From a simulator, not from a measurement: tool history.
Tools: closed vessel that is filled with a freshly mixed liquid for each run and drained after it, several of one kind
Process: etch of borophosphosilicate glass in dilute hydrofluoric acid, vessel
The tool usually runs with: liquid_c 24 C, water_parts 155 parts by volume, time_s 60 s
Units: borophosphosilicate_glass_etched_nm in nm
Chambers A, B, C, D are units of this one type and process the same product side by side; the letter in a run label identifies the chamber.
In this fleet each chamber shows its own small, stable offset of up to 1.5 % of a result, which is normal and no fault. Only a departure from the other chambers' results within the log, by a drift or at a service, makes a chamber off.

run   hour  liquid_c  water_parts  time_s  read-back film thickness of the borophosphosilicate glass reference wafer, read on the same gauge (nm)  borophosphosilicate_glass_etched_nm
 1D   13.1        24          155      60                                                                                                  90.001                               16.468
 2B   20.5        24          155      60                                                                                                  90.001                               16.083
 3A   29.4        24          155      60                                                                                                  90.021                               16.326
 4C   38.5        24          155      60                                                                                                  89.995                               16.147
 5C   45.8        24          155      60                                                                                                  89.994                                16.32
 6D   52.8        24          155      60                                                                                                  90.007                               16.457
 7B   64.9        24          155      60                                                                                                  90.039                               16.272
 8A   76.3        24          155      60                                                                                                   89.99                               16.294
 9B   83.3        22          155      70                                                                                                  90.021                                17.45
10A   92.7        22          155      70                                                                                                  89.989                                17.39
        93  -- chamber A: thermometer replaced
11D  101.9        22          155      70                                                                                                  90.006                               17.641
12C  108.2        22          155      70                                                                                                  90.024                               17.589
13A  118.6        24          155      60                                                                                                  90.002                               16.054
14C  132.7        24          155      60                                                                                                   90.02                               16.291
15B  139.3        24          155      60                                                                                                  89.991                               16.281
16D  147.2        24          155      60                                                                                                  89.995                               16.453
17A  159.8        24          220      60                                                                                                  90.006                               10.509
18C  166.9        24          220      60                                                                                                  89.998                               10.718
     173.5  -- chamber D: thermometer replaced
19B  179.5        24          220      60                                                                                                  90.027                               10.653
20D  186.9        24          220      60                                                                                                  89.997                               10.843
     195.7  -- chamber C: hydrofluoric acid flow meter replaced
21B  200.2        24          155      60                                                                                                  89.986                               16.277
22D  211.1        24           90      95                                                                                                  90.015                               48.214
23A  220.1        24           90      95                                                                                                  89.992                                   48
24C  230.1        24           90      95                                                                                                  90.003                               49.973
25B  239.9        24           90      95                                                                                                  90.006                               47.421
26D  252.9        24          155      60                                                                                                  89.989                               16.603
27A  266.2        24          155      60                                                                                                  89.986                               16.221
28C  273.4        24          155      60                                                                                                  90.018                               17.149
29D    284        24          155      60                                                                                                  90.009                               16.555
30A  291.8        24          155      60                                                                                                  89.997                               16.187
31C  300.6        24          155      60                                                                                                  90.013                               17.441
32B  306.9        24          155      60                                                                                                  89.987                               16.299

What goes on in this fleet: one chamber off, a drifting gauge, or nothing beyond the chambers' own small offsets? Name the chamber and the cause, if any.

Little by little, chamber C moves away from the other chambers.
Likeliest cause: liquid hotter than its thermometer reads (K) = 1.95.

Below are 4 candidate recipes for chamber C's next run, each the usual settings with a change, their results shown as question marks. Which of them brings C's results back in line with what the other chambers give on the usual settings?
Counts as in line when no further than this from what the other chambers average on the usual settings: borophosphosilicate_glass_etched_nm 0.36 nm
33C-1  317.2      23.5          155      60                                                                                                                                            ?
33C-2  317.2      24.5          155      60                                                                                                                                            ?
33C-3  317.2        24          145      60                                                                                                                                            ?
33C-4  317.2        22          155      60                                                                                                                                            ?

Other chambers, usual settings, mean: borophosphosilicate_glass_etched_nm 16.26 nm
  run  borophosphosilicate_glass_etched_nm
33C-1                               17.132
33C-2                               17.791
33C-3                               18.885
33C-4                               16.181
The answer is 33C-4, which returns the chamber to within the allowed miss of the others.
